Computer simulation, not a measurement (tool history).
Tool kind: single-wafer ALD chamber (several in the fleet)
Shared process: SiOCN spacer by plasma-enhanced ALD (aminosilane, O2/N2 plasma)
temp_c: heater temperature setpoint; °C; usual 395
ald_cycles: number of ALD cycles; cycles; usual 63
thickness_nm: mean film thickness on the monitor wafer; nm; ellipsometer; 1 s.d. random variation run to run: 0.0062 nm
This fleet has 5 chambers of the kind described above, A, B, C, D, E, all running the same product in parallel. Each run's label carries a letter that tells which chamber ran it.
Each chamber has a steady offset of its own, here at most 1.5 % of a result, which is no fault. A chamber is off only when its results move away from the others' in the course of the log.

run     day  temp_c  ald_cycles  hours since the last thermocouple change  read-back reference wafer on the same gauge, thickness_nm  thickness_nm
 1A   0.392     395          63                                     742.7                                                     3.3692        3.8073
 2E   0.742     395          63                                    2922.1                                                     3.3695        3.8136
 3B   1.000     395          63                                     595.9                                                     3.3666        3.8012
 4C   1.546     395          63                                      80.8                                                     3.3695        3.7535
 5D   1.858     395          63                                    1783.3                                                     3.3676        3.7702
 6D   2.404     395          63                                    1796.4                                                     3.3676        3.7602
 7E   2.783     395          63                                    2971.1                                                     3.3665        3.7973
 8A   3.150     395          63                                     808.9                                                     3.3647        3.8109
 9B   3.704     395          63                                     660.8                                                     3.3658        3.7802
10C   4.246     395          63                                     145.6                                                     3.3647        3.7593
11B   4.717     395          63                                     685.1                                                     3.3632        3.7892
12D   4.988     395          63                                    1858.4                                                     3.3628        3.7674
13C   5.271     395          63                                     170.2                                                     3.3628        3.7495
14E   5.604     395          63                                    3038.8                                                     3.3609        3.8007
15A   6.071     395          63                                     879.0                                                     3.3614        3.7958
16D   6.508     395          53                                    1894.9                                                     3.3614        3.1568
17C   6.833     395          53                                     207.7                                                     3.3603        3.1499
18B   7.204     395          53                                     744.8                                                     3.3603        3.1818
19E   7.738     395          53                                    3090.0                                                     3.3599        3.1967
20A   8.158     395          53                                     929.1                                                     3.3577        3.1939
21C   8.471     390          68                                     247.0                                                     3.3584        4.0445
22D   8.742     390          68                                    1948.5                                                     3.3572        4.0504
23E   9.288     390          68                                    3127.2                                                     3.3568        4.1046
24A   9.762     390          68                                     967.6                                                     3.3562        4.0930
25B  10.067     390          68                                     813.5                                                     3.3554        4.0842
26A  10.408     395          63                                     983.1                                                     3.3553        3.7959
27E  10.850     395          63                                    3164.7                                                     3.3556        3.7966
28D  11.217     387          63                                    2007.9                                                     3.3544        3.7536
29C  11.475     387          63                                     319.1                                                     3.3544        3.7484
30B  11.921     387          63                                     858.0                                                     3.3534        3.7735
31C  12.200     387          63                                     336.5                                                     3.3527        3.7381
32A  12.454     387          63                                    1032.2                                                     3.3522        3.7882
     12.458  -- chamber E: thermocouple changed; heater temperature recalibrated
33D  12.938     395          63                                    2049.2                                                     3.3512        3.7453
34B  13.300     395          63                                     891.1                                                     3.3529        3.7703
35E  13.633     395          63                                      28.2                                                     3.3514        3.7849
36B  14.088     395          63                                     910.0                                                     3.3504        3.7762
37A  14.383     395          63                                    1078.5                                                     3.3504        3.7802
38D  14.912     395          63                                    2096.6                                                     3.3497        3.7374
39E  15.392     395          63                                      70.4                                                     3.3482        3.7882
40C  15.904     395          63                                     425.4                                                     3.3480        3.7186

For the next run the whole fleet of 5 chambers uses the same settings. Give each chamber's results:
41A  16.321     395          63                                                                                                                  ?
41B  16.321     395          63                                                                                                                  ?
41C  16.321     395          63                                                                                                                  ?
41D  16.321     395          63                                                                                                                  ?
41E  16.321     395          63                                                                                                                  ?

run  thickness_nm
41A        3.7895
41B        3.7671
41C        3.7311
41D        3.7444
41E        3.7906
